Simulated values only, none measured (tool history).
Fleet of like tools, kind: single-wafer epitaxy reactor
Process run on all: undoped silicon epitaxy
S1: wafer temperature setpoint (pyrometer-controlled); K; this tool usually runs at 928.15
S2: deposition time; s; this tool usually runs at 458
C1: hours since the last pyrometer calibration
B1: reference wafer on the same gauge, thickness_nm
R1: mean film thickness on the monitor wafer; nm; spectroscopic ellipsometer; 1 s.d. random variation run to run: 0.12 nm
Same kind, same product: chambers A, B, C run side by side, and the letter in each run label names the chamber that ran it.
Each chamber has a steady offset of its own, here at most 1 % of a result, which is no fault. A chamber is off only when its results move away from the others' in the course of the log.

run 1A hour=4.7 | S1=928.15 S2=458 | C1=934.6 | B1=96.891 | R1=85.676
run 2C hour=9.7 | S1=928.15 S2=458 | C1=183.4 | B1=96.874 | R1=84.702
run 3B hour=12.2 | S1=928.15 S2=458 | C1=90.7 | B1=96.852 | R1=85.885
run 4B hour=15.5 | S1=928.15 S2=458 | C1=94 | B1=96.841 | R1=85.986
run 5C hour=18.6 | S1=928.15 S2=458 | C1=192.3 | B1=96.819 | R1=84.912
run 6A hour=22.6 | S1=928.15 S2=458 | C1=952.5 | B1=96.806 | R1=85.636
run 7C hour=26.5 | S1=928.15 S2=458 | C1=200.2 | B1=96.811 | R1=84.859
run 8A hour=30.1 | S1=928.15 S2=458 | C1=960 | B1=96.78 | R1=85.493
run 9B hour=33.2 | S1=928.15 S2=458 | C1=111.7 | B1=96.734 | R1=85.979
run 10B hour=37.3 | S1=928.15 S2=458 | C1=115.8 | B1=96.746 | R1=85.678
run 11A hour=39.7 | S1=928.15 S2=458 | C1=969.6 | B1=96.71 | R1=85.57
run 12C hour=44.5 | S1=928.15 S2=458 | C1=218.2 | B1=96.705 | R1=84.731
run 13C hour=46.9 | S1=928.15 S2=458 | C1=220.6 | B1=96.699 | R1=84.684
run 14B hour=51.5 | S1=928.15 S2=458 | C1=130 | B1=96.673 | R1=85.75
run 15A hour=55.3 | S1=928.15 S2=458 | C1=985.2 | B1=96.668 | R1=85.619
run 16B hour=58.4 | S1=928.15 S2=458 | C1=136.9 | B1=96.654 | R1=85.798
run 17A hour=62 | S1=928.15 S2=458 | C1=991.9 | B1=96.613 | R1=85.393
run 18C hour=65.8 | S1=928.15 S2=458 | C1=239.5 | B1=96.604 | R1=84.788
run 19C hour=71.2 | S1=928.15 S2=458 | C1=244.9 | B1=96.598 | R1=84.75
run 20A hour=74 | S1=928.15 S2=458 | C1=1003.9 | B1=96.583 | R1=85.142
run 21B hour=77.4 | S1=928.15 S2=517 | C1=155.9 | B1=96.541 | R1=96.717
run 22A hour=80 | S1=928.15 S2=517 | C1=1009.9 | B1=96.545 | R1=96.367
run 23C hour=82.4 | S1=928.15 S2=517 | C1=256.1 | B1=96.525 | R1=95.663
run 24B hour=87.3 | S1=928.15 S2=458 | C1=165.8 | B1=96.528 | R1=85.73
run 25A hour=90.4 | S1=928.15 S2=458 | C1=1020.3 | B1=96.504 | R1=85.378
run 26C hour=94.3 | S1=928.15 S2=458 | C1=268 | B1=96.465 | R1=84.58
run 27B hour=97.8 | S1=928.15 S2=458 | C1=176.3 | B1=96.477 | R1=85.528
run 28C hour=102.5 | S1=928.15 S2=418 | C1=276.2 | B1=96.452 | R1=77.23
run 29A hour=106.5 | S1=928.15 S2=418 | C1=1036.4 | B1=96.411 | R1=77.738
run 30B hour=109.1 | S1=928.15 S2=418 | C1=187.6 | B1=96.41 | R1=78.286
run 31C hour=112.2 | S1=928.15 S2=458 | C1=285.9 | B1=96.422 | R1=84.603
run 32B hour=114.7 | S1=928.15 S2=458 | C1=193.2 | B1=96.403 | R1=85.701
run 33A hour=117.9 | S1=928.15 S2=458 | C1=1047.8 | B1=96.397 | R1=85.31
run 34A hour=121.1 | S1=928.15 S2=386 | C1=1051 | B1=96.383 | R1=71.714

Has any chamber moved away from the others, gradually or after a service, or does the common gauge drift, or do the chambers differ only by their own small steady offsets? State the chamber and the most likely cause if one applies.

None of the chambers is off. What moves is the gauge, dragging all their readings along together.
Cause: gauge reads low (%) = 0.568.
